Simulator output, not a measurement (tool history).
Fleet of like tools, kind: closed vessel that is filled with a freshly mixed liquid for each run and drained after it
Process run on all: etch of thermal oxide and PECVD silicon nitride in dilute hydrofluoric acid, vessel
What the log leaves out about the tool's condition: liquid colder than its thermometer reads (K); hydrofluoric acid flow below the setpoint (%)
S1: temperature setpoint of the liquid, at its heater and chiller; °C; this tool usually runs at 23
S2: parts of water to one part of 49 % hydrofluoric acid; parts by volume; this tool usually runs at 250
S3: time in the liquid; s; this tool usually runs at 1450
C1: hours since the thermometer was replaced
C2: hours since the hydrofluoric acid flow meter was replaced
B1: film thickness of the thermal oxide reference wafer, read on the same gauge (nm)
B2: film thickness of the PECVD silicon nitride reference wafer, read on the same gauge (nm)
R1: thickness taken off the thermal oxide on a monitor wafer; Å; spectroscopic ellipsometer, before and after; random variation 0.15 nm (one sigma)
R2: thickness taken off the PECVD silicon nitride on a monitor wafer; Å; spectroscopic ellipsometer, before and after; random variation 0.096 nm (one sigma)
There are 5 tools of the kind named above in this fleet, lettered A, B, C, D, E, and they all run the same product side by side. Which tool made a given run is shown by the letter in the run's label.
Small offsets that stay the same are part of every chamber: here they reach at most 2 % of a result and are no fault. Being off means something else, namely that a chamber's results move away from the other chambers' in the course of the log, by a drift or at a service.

| run | day | S1 | S2 | S3 | C1 | C2 | B1 | B2 | R1 | R2 |
|---|---|---|---|---|---|---|---|---|---|---|
| 1B | 0.362 | 23 | 250 | 1450 | 41.1 | 702 | 29.994 | 130.02 | 231.66 | 102.26 |
| 2C | 0.754 | 23 | 250 | 1450 | 1867.2 | 855.6 | 29.993 | 129.98 | 232.34 | 103.99 |
| 3A | 1.012 | 23 | 250 | 1450 | 1170.9 | 1237.9 | 29.967 | 130.01 | 235.74 | 105.39 |
| 4D | 1.246 | 23 | 250 | 1450 | 688.1 | 240.8 | 30.014 | 129.99 | 231.31 | 103.74 |
| 5E | 1.467 | 23 | 250 | 1450 | 1328.4 | 488.8 | 29.997 | 130.01 | 234.37 | 104.8 |
| 6B | 1.767 | 23 | 250 | 1450 | 74.8 | 735.7 | 29.952 | 129.99 | 231.2 | 103.37 |
| 7A | 2.079 | 23 | 250 | 1450 | 1196.5 | 1263.5 | 29.983 | 130.01 | 233.52 | 105.54 |
| 8C | 2.392 | 23 | 250 | 1450 | 1906.5 | 894.9 | 30.039 | 130 | 230.55 | 103.69 |
| 9E | 2.738 | 23 | 250 | 1450 | 1358.9 | 519.3 | 29.999 | 130.01 | 231.45 | 104.22 |
|  | 2.888 | chamber E: hydrofluoric acid flow meter replaced |
|  | 2.925 | chamber C: hydrofluoric acid flow meter replaced |
| 10D | 3.129 | 23 | 250 | 1450 | 733.3 | 286 | 30.005 | 130.04 | 233.11 | 101.63 |
| 11C | 3.438 | 23 | 250 | 1450 | 1931.6 | 12.3 | 30.022 | 130 | 230.59 | 105.17 |
| 12D | 3.871 | 23 | 250 | 1450 | 751.1 | 303.8 | 29.986 | 130.01 | 231.89 | 103.77 |
| 13E | 4.058 | 23 | 250 | 1450 | 1390.6 | 28.2 | 30.016 | 130.01 | 234.12 | 103.32 |
|  | 4.258 | chamber D: thermometer replaced |
| 14A | 4.358 | 23 | 250 | 1450 | 1251.2 | 1318.2 | 29.955 | 130 | 230.13 | 102.75 |
| 15B | 4.75 | 23 | 130 | 2160 | 146.4 | 807.3 | 29.969 | 129.99 | 758.41 | 300.32 |
| 16C | 5.092 | 23 | 130 | 2160 | 1971.3 | 52 | 29.996 | 129.98 | 758.1 | 296.4 |
| 17E | 5.408 | 23 | 130 | 2160 | 1423 | 60.6 | 30.002 | 130.02 | 753.58 | 290.48 |
| 18A | 5.654 | 23 | 130 | 2160 | 1282.3 | 1349.3 | 30.045 | 130 | 739.62 | 283.91 |
| 19B | 6.088 | 23 | 130 | 2160 | 178.5 | 839.4 | 29.972 | 130 | 752.14 | 291.67 |
| 20D | 6.338 | 23 | 250 | 1450 | 50 | 363 | 29.997 | 130 | 231.96 | 102.48 |
| 21E | 6.538 | 23 | 250 | 1450 | 1450.1 | 87.7 | 30.009 | 130 | 234.41 | 103.85 |
| 22B | 6.779 | 23 | 250 | 1450 | 195.1 | 856 | 29.994 | 129.99 | 229.99 | 103.96 |
| 23D | 7.108 | 27.5 | 370 | 1450 | 68.5 | 381.5 | 29.986 | 130.01 | 165.09 | 92.055 |
| 24C | 7.342 | 27.5 | 370 | 1450 | 2025.3 | 106 | 29.993 | 130 | 161.74 | 91.434 |
|  | 7.529 | chamber E: thermometer replaced |
| 25A | 7.767 | 27.5 | 370 | 1450 | 1333 | 1400 | 30.003 | 130.01 | 156.16 | 87.77 |
| 26E | 8.112 | 27.5 | 370 | 1450 | 14 | 125.5 | 29.973 | 130 | 165.16 | 93.556 |
| 27B | 8.454 | 27.5 | 370 | 1450 | 235.3 | 896.2 | 29.984 | 130 | 163.5 | 92.049 |
| 28C | 8.85 | 23 | 250 | 1450 | 2061.5 | 142.2 | 30.026 | 129.99 | 230.2 | 104.89 |
| 29A | 9.271 | 23 | 250 | 1450 | 1369.1 | 1436.1 | 29.998 | 130 | 220.94 | 100.28 |
| 30D | 9.596 | 23 | 250 | 1450 | 128.2 | 441.2 | 29.99 | 129.99 | 235.75 | 101.19 |

Does one chamber stand apart from the rest, does the shared gauge drift, or is all well apart from small per-chamber offsets? Give the chamber and the most likely cause, where there is one.

Little by little, chamber A moves away from the other chambers.
Cause: hydrofluoric acid flow below the setpoint (%) = 5.93.

Below are 4 candidate recipes for chamber A's next run, each the usual settings with a change, their results shown as question marks. Which of them brings A's results back in line with what the other chambers give on the usual settings?
In line means no further than this from the other chambers' mean on the usual settings: R1 5.3 Å; R2 3.4 Å
| 31A-1 | 9.908 | 23 | 240 | 1475 |  |  |  |  | ? | ? |
| 31A-2 | 9.908 | 22.5 | 230 | 1490 |  |  |  |  | ? | ? |
| 31A-3 | 9.908 | 23 | 260 | 1425 |  |  |  |  | ? | ? |
| 31A-4 | 9.908 | 23.5 | 270 | 1410 |  |  |  |  | ? | ? |

Other chambers, usual settings, mean: R1 232.36 Å; R2 103.75 Å
| run | R1 | R2 |
|---|---|---|
| 31A-1 | 234.56 | 103.98 |
| 31A-2 | 245.46 | 106.21 |
| 31A-3 | 204.84 | 92.843 |
| 31A-4 | 196.63 | 91.293 |
It is 31A-1 that realigns the chamber with its peers.
